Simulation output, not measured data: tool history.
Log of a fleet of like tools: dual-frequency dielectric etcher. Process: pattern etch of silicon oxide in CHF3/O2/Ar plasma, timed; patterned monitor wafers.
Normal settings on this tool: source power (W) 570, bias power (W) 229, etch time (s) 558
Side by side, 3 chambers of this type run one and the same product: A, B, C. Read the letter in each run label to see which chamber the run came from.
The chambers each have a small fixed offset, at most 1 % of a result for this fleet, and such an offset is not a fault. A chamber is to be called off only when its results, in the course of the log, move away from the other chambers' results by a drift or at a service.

run   hour  source power (W)  bias power (W)  etch time (s)  read-back reference wafer on the same gauge, depth_nm  mean etch depth across the wafer (angstrom)
 1B      6               570             229            558                                                 1059.8                                        11826
 2C   10.9               570             229            558                                                 1060.4                                        11674
 3A   18.2               570             229            558                                                 1060.1                                        11622
 4B   26.5               570             229            558                                                 1059.9                                        11786
 5C   34.6               570             229            558                                                   1060                                        11740
 6A   40.7               570             229            558                                                 1060.2                                        11623
 7A   44.8               570             229            558                                                 1059.6                                        11660
 8C   50.8               570             229            558                                                   1060                                        11711
 9B     55               570             229            558                                                   1060                                        11772
10B   60.6               570             229            558                                                 1059.7                                        11845
11A   64.9               570             229            558                                                 1059.9                                        11615
12C   69.7               570             229            558                                                 1060.1                                        11745
13A   77.4               570             229            558                                                 1060.3                                        11626
14C   81.6               570             229            558                                                 1059.5                                        11694
      87.3  -- chamber B: wet clean of the chamber
15B   87.4               570             229            558                                                 1060.4                                        11488
16B   96.3               570             229            691                                                 1059.2                                        14259
17C  104.5               570             229            691                                                 1059.7                                        14445
18A  112.4               570             229            691                                                 1059.6                                        14412
19C  116.5               570             229            558                                                 1059.6                                        11726
20B  124.6               570             229            558                                                 1059.8                                        11447
21A    133               570             255          672.5                                                 1059.8                                        14618
22B  141.9               570             255          672.5                                                   1060                                        14398
23A  148.5               570             255          672.5                                                 1059.8                                        14519
24C  153.6               570             229            558                                                 1060.1                                        11718
25C  160.3               570             229            558                                                 1059.7                                        11718
26A  164.9               570             229            558                                                 1059.9                                        11657
27B  169.8               570             229            558                                                 1059.8                                        11524
28C  175.2               570             229            558                                                 1060.1                                        11744
     177.3  -- chamber C: source power generator calibrated
29A    182               570             229            558                                                 1060.7                                        11641
30B    186               570             229            558                                                 1060.1                                        11479
31C  193.6               570             229            558                                                 1059.9                                        11711
32A    199               570             229            558                                                 1059.9                                        11644
33B  203.8               570             229            558                                                 1059.9                                        11498
34B  210.9               570             229            558                                                 1060.6                                        11496

Read the log: is a single chamber off, either drifting away or since a service, is the gauge that measures every chamber drifting, or is nothing wrong beyond small per-chamber offsets? Name any odd chamber and what most likely caused it.

Chamber B has stood off from the others ever since a service on it.
Cause: etch rate under this chamber's usual, % = 2.73.

Chamber B could run next with any of the 4 candidate recipes listed below; each alters the usual settings, and their results appear as question marks. Which one brings its results back in line with what the other chambers deliver on the usual settings?
In line means no further than this from the other chambers' mean on the usual settings: mean etch depth across the wafer (angstrom) 93
35B-1  217.5               570             228          551.5                                                                                                   ?
35B-2  217.5               570             230          564.5                                                                                                   ?
35B-3  217.5               610             229            558                                                                                                   ?
35B-4  217.5               570             228          544.5                                                                                                   ?

On the usual settings, the other chambers give on average: mean etch depth across the wafer (angstrom) 11670
  run  mean etch depth across the wafer (angstrom)
35B-1                                        11344
35B-2                                        11647
35B-3                                        11792
35B-4                                        11200
The right change is 35B-2: it brings the chamber back within the allowed miss of the others.

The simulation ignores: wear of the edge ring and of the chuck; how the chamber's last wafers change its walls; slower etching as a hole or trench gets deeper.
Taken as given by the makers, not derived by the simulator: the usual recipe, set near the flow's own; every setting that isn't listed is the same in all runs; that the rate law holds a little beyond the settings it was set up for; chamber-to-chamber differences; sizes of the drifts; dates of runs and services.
